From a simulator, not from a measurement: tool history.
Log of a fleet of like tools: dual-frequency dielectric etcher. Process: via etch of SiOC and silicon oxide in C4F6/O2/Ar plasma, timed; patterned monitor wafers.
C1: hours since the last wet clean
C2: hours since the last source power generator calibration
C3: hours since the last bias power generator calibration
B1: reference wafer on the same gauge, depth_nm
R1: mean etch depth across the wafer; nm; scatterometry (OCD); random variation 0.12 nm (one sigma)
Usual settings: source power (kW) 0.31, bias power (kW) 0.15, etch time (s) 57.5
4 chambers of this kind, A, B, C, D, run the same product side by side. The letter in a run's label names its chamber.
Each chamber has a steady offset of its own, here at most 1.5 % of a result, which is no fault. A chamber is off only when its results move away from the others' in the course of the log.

{"run": "1A", "day": 0.408, "source power (kW)": 0.31, "bias power (kW)": 0.15, "etch time (s)": 57.5, "C1": 131.6, "C2": 781.9, "C3": 2758.8, "B1": 63.872, "R1": 55.081}
{"run": "2D", "day": 0.85, "source power (kW)": 0.31, "bias power (kW)": 0.15, "etch time (s)": 57.5, "C1": 51.2, "C2": 1354.7, "C3": 2687.1, "B1": 63.89, "R1": 55.686}
{"run": "3C", "day": 1.421, "source power (kW)": 0.31, "bias power (kW)": 0.15, "etch time (s)": 57.5, "C1": 118.7, "C2": 1027.2, "C3": 3682.4, "B1": 63.9, "R1": 54.862}
{"run": "4B", "day": 1.692, "source power (kW)": 0.31, "bias power (kW)": 0.15, "etch time (s)": 57.5, "C1": 62.9, "C2": 2355.6, "C3": 1299.8, "B1": 63.863, "R1": 55.846}
{"run": "5A", "day": 1.942, "source power (kW)": 0.31, "bias power (kW)": 0.15, "etch time (s)": 57.5, "C1": 168.4, "C2": 818.7, "C3": 2795.6, "B1": 63.908, "R1": 55.346}
{"run": "6C", "day": 2.475, "source power (kW)": 0.31, "bias power (kW)": 0.15, "etch time (s)": 57.5, "C1": 144, "C2": 1052.5, "C3": 3707.7, "B1": 63.937, "R1": 55}
{"run": "7B", "day": 2.808, "source power (kW)": 0.31, "bias power (kW)": 0.15, "etch time (s)": 57.5, "C1": 89.7, "C2": 2382.4, "C3": 1326.6, "B1": 63.897, "R1": 55.88}
{"run": "8D", "day": 3.346, "source power (kW)": 0.31, "bias power (kW)": 0.15, "etch time (s)": 57.5, "C1": 111.1, "C2": 1414.6, "C3": 2747, "B1": 63.882, "R1": 55.779}
{"run": "9A", "day": 3.679, "source power (kW)": 0.31, "bias power (kW)": 0.15, "etch time (s)": 57.5, "C1": 210.1, "C2": 860.4, "C3": 2837.3, "B1": 63.902, "R1": 55.415}
{"run": "10D", "day": 4.167, "source power (kW)": 0.31, "bias power (kW)": 0.15, "etch time (s)": 57.5, "C1": 130.8, "C2": 1434.3, "C3": 2766.7, "B1": 63.945, "R1": 55.672}
{"run": "11B", "day": 4.542, "source power (kW)": 0.31, "bias power (kW)": 0.15, "etch time (s)": 57.5, "C1": 131.3, "C2": 2424, "C3": 1368.2, "B1": 63.889, "R1": 55.833}
{"run": "12C", "day": 5.071, "source power (kW)": 0.31, "bias power (kW)": 0.15, "etch time (s)": 57.5, "C1": 206.3, "C2": 1114.8, "C3": 3770, "B1": 63.885, "R1": 54.629}
{"run": "13B", "day": 5.362, "source power (kW)": 0.31, "bias power (kW)": 0.15, "etch time (s)": 57.5, "C1": 151, "C2": 2443.7, "C3": 1387.9, "B1": 63.889, "R1": 55.689}
{"run": "14A", "day": 5.917, "source power (kW)": 0.34, "bias power (kW)": 0.186, "etch time (s)": 57.5, "C1": 263.8, "C2": 914.1, "C3": 2891, "B1": 63.888, "R1": 61.555}
{"run": "15D", "day": 6.408, "source power (kW)": 0.34, "bias power (kW)": 0.186, "etch time (s)": 57.5, "C1": 184.6, "C2": 1488.1, "C3": 2820.5, "B1": 63.884, "R1": 61.785}
{"run": "16C", "day": 6.8, "source power (kW)": 0.34, "bias power (kW)": 0.186, "etch time (s)": 57.5, "C1": 247.8, "C2": 1156.3, "C3": 3811.5, "B1": 63.908, "R1": 60.954}
{"run": "17D", "day": 7.071, "source power (kW)": 0.34, "bias power (kW)": 0.186, "etch time (s)": 57.5, "C1": 200.5, "C2": 1504, "C3": 2836.4, "B1": 63.9, "R1": 61.776}
{"run": "18B", "day": 7.633, "source power (kW)": 0.31, "bias power (kW)": 0.15, "etch time (s)": 57.5, "C1": 205.5, "C2": 2498.2, "C3": 1442.4, "B1": 63.874, "R1": 55.905}
{"run": "19C", "day": 7.925, "source power (kW)": 0.31, "bias power (kW)": 0.15, "etch time (s)": 57.5, "C1": 274.8, "C2": 1183.3, "C3": 3838.5, "B1": 63.895, "R1": 54.936}
{"run": "20A", "day": 8.175, "source power (kW)": 0.31, "bias power (kW)": 0.15, "etch time (s)": 57.5, "C1": 318, "C2": 968.3, "C3": 2945.2, "B1": 63.915, "R1": 55.248}
{"run": "21D", "day": 8.742, "source power (kW)": 0.31, "bias power (kW)": 0.15, "etch time (s)": 57.5, "C1": 240.6, "C2": 1544.1, "C3": 2876.5, "B1": 63.916, "R1": 55.698}
{"run": "22C", "day": 9.075, "source power (kW)": 0.31, "bias power (kW)": 0.15, "etch time (s)": 57.5, "C1": 302.4, "C2": 1210.9, "C3": 3866.1, "B1": 63.88, "R1": 54.9}
{"day": 9.525, "done": "chamber A: wet clean of the chamber"}
{"run": "23B", "day": 9.6, "source power (kW)": 0.31, "bias power (kW)": 0.15, "etch time (s)": 57.5, "C1": 252.7, "C2": 2545.4, "C3": 1489.6, "B1": 63.907, "R1": 55.673}
{"run": "24A", "day": 10.129, "source power (kW)": 0.31, "bias power (kW)": 0.15, "etch time (s)": 57.5, "C1": 14.5, "C2": 1015.2, "C3": 2992.1, "B1": 63.895, "R1": 53.988}
{"run": "25D", "day": 10.462, "source power (kW)": 0.31, "bias power (kW)": 0.15, "etch time (s)": 57.5, "C1": 281.9, "C2": 1585.4, "C3": 2917.8, "B1": 63.905, "R1": 55.491}
{"run": "26A", "day": 10.846, "source power (kW)": 0.31, "bias power (kW)": 0.15, "etch time (s)": 57.5, "C1": 31.7, "C2": 1032.4, "C3": 3009.3, "B1": 63.917, "R1": 53.772}
{"day": 11.25, "done": "chamber C: wet clean of the chamber"}
{"run": "27C", "day": 11.383, "source power (kW)": 0.31, "bias power (kW)": 0.15, "etch time (s)": 57.5, "C1": 3.2, "C2": 1266.3, "C3": 3921.5, "B1": 63.878, "R1": 54.814}
{"run": "28B", "day": 11.733, "source power (kW)": 0.31, "bias power (kW)": 0.15, "etch time (s)": 57.5, "C1": 303.9, "C2": 2596.6, "C3": 1540.8, "B1": 63.904, "R1": 55.96}
{"run": "29D", "day": 12.204, "source power (kW)": 0.31, "bias power (kW)": 0.15, "etch time (s)": 57.5, "C1": 323.7, "C2": 1627.2, "C3": 2959.6, "B1": 63.885, "R1": 55.596}
{"run": "30B", "day": 12.679, "source power (kW)": 0.31, "bias power (kW)": 0.15, "etch time (s)": 57.5, "C1": 326.6, "C2": 2619.3, "C3": 1563.5, "B1": 63.906, "R1": 55.764}
{"run": "31A", "day": 13.238, "source power (kW)": 0.31, "bias power (kW)": 0.15, "etch time (s)": 57.5, "C1": 89.1, "C2": 1089.8, "C3": 3066.7, "B1": 63.881, "R1": 53.911}
{"run": "32C", "day": 13.679, "source power (kW)": 0.31, "bias power (kW)": 0.15, "etch time (s)": 57.5, "C1": 58.3, "C2": 1321.4, "C3": 3976.6, "B1": 63.908, "R1": 54.99}
{"run": "33D", "day": 14.154, "source power (kW)": 0.34, "bias power (kW)": 0.15, "etch time (s)": 57.5, "C1": 370.5, "C2": 1674, "C3": 3006.4, "B1": 63.916, "R1": 57.712}
{"run": "34A", "day": 14.638, "source power (kW)": 0.34, "bias power (kW)": 0.15, "etch time (s)": 57.5, "C1": 122.7, "C2": 1123.4, "C3": 3100.3, "B1": 63.881, "R1": 55.838}
{"run": "35C", "day": 15.004, "source power (kW)": 0.34, "bias power (kW)": 0.15, "etch time (s)": 57.5, "C1": 90.1, "C2": 1353.2, "C3": 4008.4, "B1": 63.905, "R1": 56.756}
{"run": "36B", "day": 15.342, "source power (kW)": 0.34, "bias power (kW)": 0.15, "etch time (s)": 57.5, "C1": 390.5, "C2": 2683.2, "C3": 1627.4, "B1": 63.915, "R1": 57.794}
{"run": "37C", "day": 15.725, "source power (kW)": 0.31, "bias power (kW)": 0.15, "etch time (s)": 57.5, "C1": 107.4, "C2": 1370.5, "C3": 4025.7, "B1": 63.881, "R1": 54.735}
{"run": "38A", "day": 16.233, "source power (kW)": 0.31, "bias power (kW)": 0.15, "etch time (s)": 57.5, "C1": 161, "C2": 1161.7, "C3": 3138.6, "B1": 63.9, "R1": 53.957}

Next, every chamber runs the same settings. What will each give?
{"run": "39A", "day": 16.646, "source power (kW)": 0.31, "bias power (kW)": 0.126, "etch time (s)": 57.5, "R1": "?"}
{"run": "39B", "day": 16.646, "source power (kW)": 0.31, "bias power (kW)": 0.126, "etch time (s)": 57.5, "R1": "?"}
{"run": "39C", "day": 16.646, "source power (kW)": 0.31, "bias power (kW)": 0.126, "etch time (s)": 57.5, "R1": "?"}
{"run": "39D", "day": 16.646, "source power (kW)": 0.31, "bias power (kW)": 0.126, "etch time (s)": 57.5, "R1": "?"}

run=39A R1=51.015
run=39B R1=52.824
run=39C R1=52.033
run=39D R1=52.554

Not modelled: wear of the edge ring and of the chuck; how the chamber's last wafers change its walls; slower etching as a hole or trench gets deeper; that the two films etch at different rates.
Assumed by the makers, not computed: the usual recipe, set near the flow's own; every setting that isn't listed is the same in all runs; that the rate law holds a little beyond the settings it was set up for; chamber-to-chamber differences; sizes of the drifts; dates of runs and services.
